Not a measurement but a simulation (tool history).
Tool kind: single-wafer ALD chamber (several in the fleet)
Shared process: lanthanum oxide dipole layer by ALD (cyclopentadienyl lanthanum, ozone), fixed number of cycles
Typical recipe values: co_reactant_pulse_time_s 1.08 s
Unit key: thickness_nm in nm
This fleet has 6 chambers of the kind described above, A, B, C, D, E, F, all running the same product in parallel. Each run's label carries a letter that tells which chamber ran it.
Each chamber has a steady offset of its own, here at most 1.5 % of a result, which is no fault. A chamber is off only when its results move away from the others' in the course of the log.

run	day	co_reactant_pulse_time_s	hours since the last thermocouple change	hours since the last ozone generator service	read-back reference wafer on the same gauge, thickness_nm	thickness_nm
1A	0.588	1.08	1572.2	316.5	0.4767	0.50805
2E	0.958	1.08	1203.5	235.9	0.47659	0.50965
3F	1.325	1.08	1997.3	558.2	0.47674	0.50532
# day 1.875: chamber F: thermocouple changed; heater temperature recalibrated
4D	1.942	1.08	220.6	473.9	0.47659	0.51158
5C	2.596	1.08	2151.9	458.5	0.47675	0.5105
6B	3.071	1.08	454.6	469.5	0.47702	0.51321
7E	3.638	1.08	1267.8	300.2	0.47723	0.50753
8A	4.029	1.08	1654.8	399.1	0.47747	0.51224
9D	4.679	1.31	286.3	539.6	0.47697	0.5398
10B	5.067	1.31	502.5	517.4	0.47736	0.53571
# day 5.208: chamber C: thermocouple changed; heater temperature recalibrated
11F	5.358	1.31	83.7	655	0.47682	0.52708
12C	5.912	1.31	17	538.1	0.47685	0.53943
13A	6.433	1.31	1712.5	456.8	0.47719	0.53536
14F	6.771	1.31	117.6	688.9	0.47609	0.52595
15E	7.175	1.08	1352.7	385.1	0.47675	0.51031
16C	7.575	1.42	56.9	578	0.47643	0.54534
17B	8.246	1.42	578.8	593.7	0.47685	0.5477
18D	8.6	1.42	380.4	633.7	0.47713	0.5488
19E	9.017	1.42	1396.9	429.3	0.47646	0.54409
20B	9.642	1.42	612.3	627.2	0.47726	0.54097
# day 10.233: chamber B: ozone generator serviced
21D	10.283	1.42	420.8	674.1	0.47721	0.55271
22A	10.742	1.29	1815.9	560.2	0.4761	0.53397
23C	11.3	1.29	146.3	667.4	0.47688	0.53408
24F	11.908	1.29	240.9	812.2	0.47698	0.52275
25B	12.3	1.29	676.1	49.6	0.47689	0.53624
26F	12.65	1.29	258.7	830	0.47681	0.52524
27A	13.042	1.29	1871.1	615.4	0.47688	0.53737
28C	13.688	1.08	203.6	724.7	0.47675	0.51127
# day 14.021: chamber D: ozone generator serviced
29E	14.117	1.08	1519.3	551.7	0.47715	0.50861
30D	14.588	1.08	524.1	13.7	0.4766	0.51877
31A	15.258	1.08	1924.3	668.6	0.47698	0.5112
32C	15.842	1.08	255.3	776.4	0.4773	0.51139
33D	16.204	1.08	562.9	52.5	0.47688	0.51612
34B	16.625	1.08	779.9	153.4	0.47673	0.51325
35F	17.104	1.08	365.6	936.9	0.47695	0.5071
36E	17.55	1.08	1601.7	634.1	0.47695	0.51013
37D	18.042	1.43	607	96.6	0.47714	0.55067
# day 18.058: chamber E: ozone generator serviced
38C	18.467	1.43	318.3	839.4	0.47704	0.54303
39F	19.062	1.43	412.6	983.9	0.47715	0.54316
40B	19.579	1.43	850.8	224.3	0.47671	0.54968
41A	20.246	1.43	2044	788.3	0.4773	0.54198
42E	20.862	1.43	1681.2	67.3	0.4766	0.54417

For the next run the whole fleet of 6 chambers uses the same settings. Give each chamber's results:
43A	21.35	1.08				?
43B	21.35	1.08				?
43C	21.35	1.08				?
43D	21.35	1.08				?
43E	21.35	1.08				?
43F	21.35	1.08				?

run	thickness_nm
43A	0.51477
43B	0.51319
43C	0.51716
43D	0.51247
43E	0.5156
43F	0.50557
